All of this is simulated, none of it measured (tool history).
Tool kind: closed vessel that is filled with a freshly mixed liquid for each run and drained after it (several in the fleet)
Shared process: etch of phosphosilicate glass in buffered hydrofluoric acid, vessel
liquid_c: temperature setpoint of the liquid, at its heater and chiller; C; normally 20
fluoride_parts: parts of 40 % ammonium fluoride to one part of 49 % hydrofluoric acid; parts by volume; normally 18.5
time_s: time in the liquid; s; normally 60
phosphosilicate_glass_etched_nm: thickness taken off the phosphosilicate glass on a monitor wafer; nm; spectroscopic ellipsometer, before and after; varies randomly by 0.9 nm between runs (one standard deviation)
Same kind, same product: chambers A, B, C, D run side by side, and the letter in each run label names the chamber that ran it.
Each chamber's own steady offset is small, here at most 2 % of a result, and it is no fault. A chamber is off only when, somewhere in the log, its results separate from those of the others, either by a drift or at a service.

run,hour,liquid_c,fluoride_parts,time_s,"read-back film thickness of the phosphosilicate glass reference wafer, read on the same gauge (nm)",phosphosilicate_glass_etched_nm
1B,13.5,20,18.5,60,110,91.05
2C,28.9,20,18.5,60,110.03,91.008
3A,40.7,20,18.5,60,109.98,90.877
4D,51.8,20,18.5,60,109.98,89.404
5A,60.1,20,21.5,60,110.02,79.767
6C,68.7,20,21.5,60,109.99,78.021
7B,79.4,20,21.5,60,110,80.991
8D,94.3,20,21.5,60,109.99,79.045
9C,102.4,20,18.5,60,109.99,88.798
# hour 109: chamber B: hydrofluoric acid flow meter replaced
10D,117.5,20,23,80,110.04,99.805
11A,131.4,20,23,80,109.95,101.14
12B,145.7,20,23,80,110.05,100.9
13C,160.1,20,23,80,109.98,99.899
14A,174.2,20,18.5,60,110.04,90.699
15D,181.6,20,18.5,60,110.05,88.022
16B,196.3,20,18.5,60,110.01,91.733
17C,205.5,21.5,18.5,85,110.02,137.96
18A,213.7,21.5,18.5,85,110.01,137.97
19B,226.2,21.5,18.5,85,110,140.5
20D,233.4,21.5,18.5,85,110.03,136.83
21C,241.9,20,18.5,60,109.98,90.286
22D,256,17,18.5,75,110,93.012
23B,270,17,18.5,75,109.98,94.72
24A,277,17,18.5,75,110.05,92.208
25A,289.3,17,18.5,75,110,91.433
26D,300.8,20,18.5,60,109.99,88.514
27C,316.8,20,18.5,60,109.97,90.155
28B,329.3,20,18.5,60,109.97,89.938
29D,339,20,18.5,60,110.06,87.829
30C,355.1,20,18.5,60,110.01,90.99
31A,363,20,18.5,60,109.99,85.495
32B,375,20,18.5,60,109.94,92.264
33D,384.3,20,24.5,40,109.99,47.401

Decide between three cases: one chamber stands off from its peers, the gauge reading all wafers drifts, or nothing is wrong past each chamber's small offset. Where a chamber is off, say which and what most likely put it there.

Chamber A drifts away from the others.
Likeliest cause: liquid colder than its thermometer reads (K) = 1.4.
Not necessarily distinguishable in this log from: hydrofluoric acid flow below the setpoint (%).

Below are 4 candidate recipes for chamber A's next run, each the usual settings with a change, their results shown as question marks. Which of them brings A's results back in line with what the other chambers give on the usual settings?
In line means no further than this from the other chambers' mean on the usual settings: phosphosilicate_glass_etched_nm 3.1 nm
34A-1,395.9,20,19.5,60,,?
34A-2,395.9,20.5,18,65,,?
34A-3,395.9,19.5,19,55,,?
34A-4,395.9,21,18.5,60,,?

Other chambers, usual settings, mean: phosphosilicate_glass_etched_nm 89.98 nm
run,phosphosilicate_glass_etched_nm
34A-1,80.346
34A-2,97.02
34A-3,73.521
34A-4,89.571
34A-4 puts the chamber back in line with the other chambers.

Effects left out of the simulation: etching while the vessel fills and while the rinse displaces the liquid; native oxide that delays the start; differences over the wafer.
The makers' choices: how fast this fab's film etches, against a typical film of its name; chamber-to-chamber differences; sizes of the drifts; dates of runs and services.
